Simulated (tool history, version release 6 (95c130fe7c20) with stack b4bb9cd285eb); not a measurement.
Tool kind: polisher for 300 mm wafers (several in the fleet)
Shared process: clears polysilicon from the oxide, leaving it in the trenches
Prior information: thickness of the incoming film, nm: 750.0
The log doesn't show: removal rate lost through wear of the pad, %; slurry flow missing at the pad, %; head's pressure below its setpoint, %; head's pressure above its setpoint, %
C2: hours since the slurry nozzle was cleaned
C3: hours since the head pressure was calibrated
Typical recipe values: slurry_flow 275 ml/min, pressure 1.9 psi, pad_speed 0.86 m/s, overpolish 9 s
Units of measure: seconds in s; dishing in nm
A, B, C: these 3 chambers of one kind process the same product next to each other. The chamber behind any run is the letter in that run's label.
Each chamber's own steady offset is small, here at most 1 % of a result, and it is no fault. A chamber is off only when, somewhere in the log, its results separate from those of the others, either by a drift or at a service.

Run 1A, hour 10.2: usual settings; wafers polished on this pad 324; C2 623.2; C3 242.3. Result: seconds 83.396 s, dishing 33.663 nm.
Run 2C, hour 22.1: usual settings; wafers polished on this pad 478; C2 261.9; C3 1060.2. Result: seconds 83.419 s, dishing 33.936 nm.
Run 3B, hour 29.5: usual settings; wafers polished on this pad 919; C2 55.3; C3 1384.9. Result: seconds 83.369 s, dishing 35.146 nm.
At hour 38.9: chamber C: slurry nozzle cleaned.
Run 4B, hour 45.8: usual settings; wafers polished on this pad 1019; C2 71.6; C3 1401.2. Result: seconds 83.842 s, dishing 33.68 nm.
Run 5A, hour 55.2: usual settings; wafers polished on this pad 599; C2 668.2; C3 287.3. Result: seconds 83.686 s, dishing 33.161 nm.
Run 6C, hour 65.8: usual settings; wafers polished on this pad 745; C2 26.9; C3 1103.9. Result: seconds 83.113 s, dishing 34.397 nm.
At hour 66.4: chamber A: slurry nozzle cleaned.
At hour 68.1: chamber C: worn pad replaced by a new one.
At hour 72.7: chamber B: worn pad replaced by a new one.
Run 7C, hour 75.2: usual settings; wafers polished on this pad 43; C2 36.3; C3 1113.3. Result: seconds 81.355 s, dishing 34.127 nm.
Run 8B, hour 82.8: usual settings; wafers polished on this pad 61; C2 108.6; C3 1438.2. Result: seconds 83.494 s, dishing 34.231 nm.
Run 9A, hour 96.2: usual settings; wafers polished on this pad 850; C2 29.9; C3 328.3. Result: seconds 83.74 s, dishing 33.631 nm.
Run 10C, hour 108.4: usual settings; wafers polished on this pad 246; C2 69.5; C3 1146.5. Result: seconds 81.864 s, dishing 35.313 nm.
Run 11B, hour 116.9: usual settings; wafers polished on this pad 270; C2 142.7; C3 1472.3. Result: seconds 82.886 s, dishing 32.586 nm.
At hour 127.2: chamber B: head pressure recalibrated.
Run 12A, hour 129.2: usual settings; wafers polished on this pad 1052; C2 62.9; C3 361.3. Result: seconds 84.799 s, dishing 33.733 nm.
Run 13C, hour 145.9: usual settings; wafers polished on this pad 475; C2 107; C3 1184. Result: seconds 82.101 s, dishing 34.296 nm.
Run 14B, hour 159.8: usual settings but overpolish 12 s; wafers polished on this pad 532; C2 185.6; C3 32.6. Result: seconds 82.362 s, dishing 35.632 nm.
Run 15A, hour 170: usual settings but overpolish 12 s; wafers polished on this pad 1301; C2 103.7; C3 402.1. Result: seconds 85.731 s, dishing 36.743 nm.
Run 16A, hour 182.4: usual settings but overpolish 12 s; wafers polished on this pad 1377; C2 116.1; C3 414.5. Result: seconds 85.805 s, dishing 35.117 nm.
Run 17C, hour 189.7: usual settings; wafers polished on this pad 743; C2 150.8; C3 1227.8. Result: seconds 82.491 s, dishing 33.846 nm.
At hour 199.4: chamber C: worn pad replaced by a new one.
Run 18B, hour 202.5: usual settings but pad_speed 1.14 m/s; wafers polished on this pad 793; C2 228.3; C3 75.3. Result: seconds 62.576 s, dishing 36.671 nm.
Run 19B, hour 213.2: usual settings but pad_speed 1.14 m/s; wafers polished on this pad 858; C2 239; C3 86. Result: seconds 62.901 s, dishing 38.315 nm.
Run 20C, hour 221.2: usual settings but pad_speed 1.14 m/s; wafers polished on this pad 133; C2 182.3; C3 1259.3. Result: seconds 63.278 s, dishing 35.956 nm.
Run 21A, hour 231.3: usual settings; wafers polished on this pad 1676; C2 165; C3 463.4. Result: seconds 86.987 s, dishing 34.357 nm.
Run 22A, hour 238.8: usual settings; wafers polished on this pad 1722; C2 172.5; C3 470.9. Result: seconds 85.946 s, dishing 33.606 nm.
Run 23C, hour 250.6: usual settings; wafers polished on this pad 313; C2 211.7; C3 1288.7. Result: seconds 82.095 s, dishing 32.758 nm.
At hour 250.9: chamber B: worn pad replaced by a new one.
Run 24B, hour 261: usual settings but pressure 2.2 psi; wafers polished on this pad 61; C2 286.8; C3 133.8. Result: seconds 72.305 s, dishing 36.681 nm.
Run 25C, hour 276.6: usual settings but pressure 2.2 psi; wafers polished on this pad 472; C2 237.7; C3 1314.7. Result: seconds 70.78 s, dishing 36.179 nm.
Run 26B, hour 284.7: usual settings but pressure 2.2 psi; wafers polished on this pad 206; C2 310.5; C3 157.5. Result: seconds 71.008 s, dishing 34.925 nm.
Run 27A, hour 300.4: usual settings; wafers polished on this pad 2098; C2 234.1; C3 532.5. Result: seconds 88.156 s, dishing 33.588 nm.
Run 28A, hour 309.9: usual settings; wafers polished on this pad 2156; C2 243.6; C3 542. Result: seconds 86.931 s, dishing 34.503 nm.
At hour 310.8: chamber C: slurry nozzle cleaned.
At hour 319.2: chamber C: worn pad replaced by a new one.
Run 29C, hour 322.5: usual settings; wafers polished on this pad 20; C2 11.7; C3 1360.6. Result: seconds 83.522 s, dishing 33.229 nm.
Run 30B, hour 332.3: usual settings; wafers polished on this pad 497; C2 358.1; C3 205.1. Result: seconds 82.489 s, dishing 34.338 nm.
Run 31C, hour 340.6: usual settings; wafers polished on this pad 131; C2 29.8; C3 1378.7. Result: seconds 83.923 s, dishing 33.003 nm.

Does one chamber stand apart from the rest, does the shared gauge drift, or is all well apart from small per-chamber offsets? Give the chamber and the most likely cause, where there is one.

One chamber, A, drifts off from the rest bit by bit.
Cause: removal rate lost through wear of the pad, % = 5.66.
The log may not tell that from: head's pressure below its setpoint, %.

Which of the 4 candidates below, each the usual settings with something changed and its results left as question marks, puts chamber A back in line with what the other chambers give on the usual settings?
Maximum distance from the other chambers' mean on the usual settings for a result to count as in line: seconds 2.7 s; dishing 2.6 nm
Run 32A-1, hour 352.5: usual settings but pressure 1.8 psi, pad_speed 0.8 m/s. Result: seconds ?, dishing ?.
Run 32A-2, hour 352.5: usual settings but pressure 2 psi, pad_speed 0.92 m/s. Result: seconds ?, dishing ?.
Run 32A-3, hour 352.5: usual settings but pressure 1.8 psi, pad_speed 0.84 m/s. Result: seconds ?, dishing ?.
Run 32A-4, hour 352.5: usual settings but pressure 2 psi, pad_speed 0.88 m/s. Result: seconds ?, dishing ?.

What the other chambers average on the usual settings: seconds 82.905 s; dishing 34.156 nm
  run  seconds  dishing
32A-1   100.73   32.033
32A-2   78.729    34.73
32A-3   95.865   32.623
32A-4   82.354   34.285
It is 32A-4 that realigns the chamber with its peers.
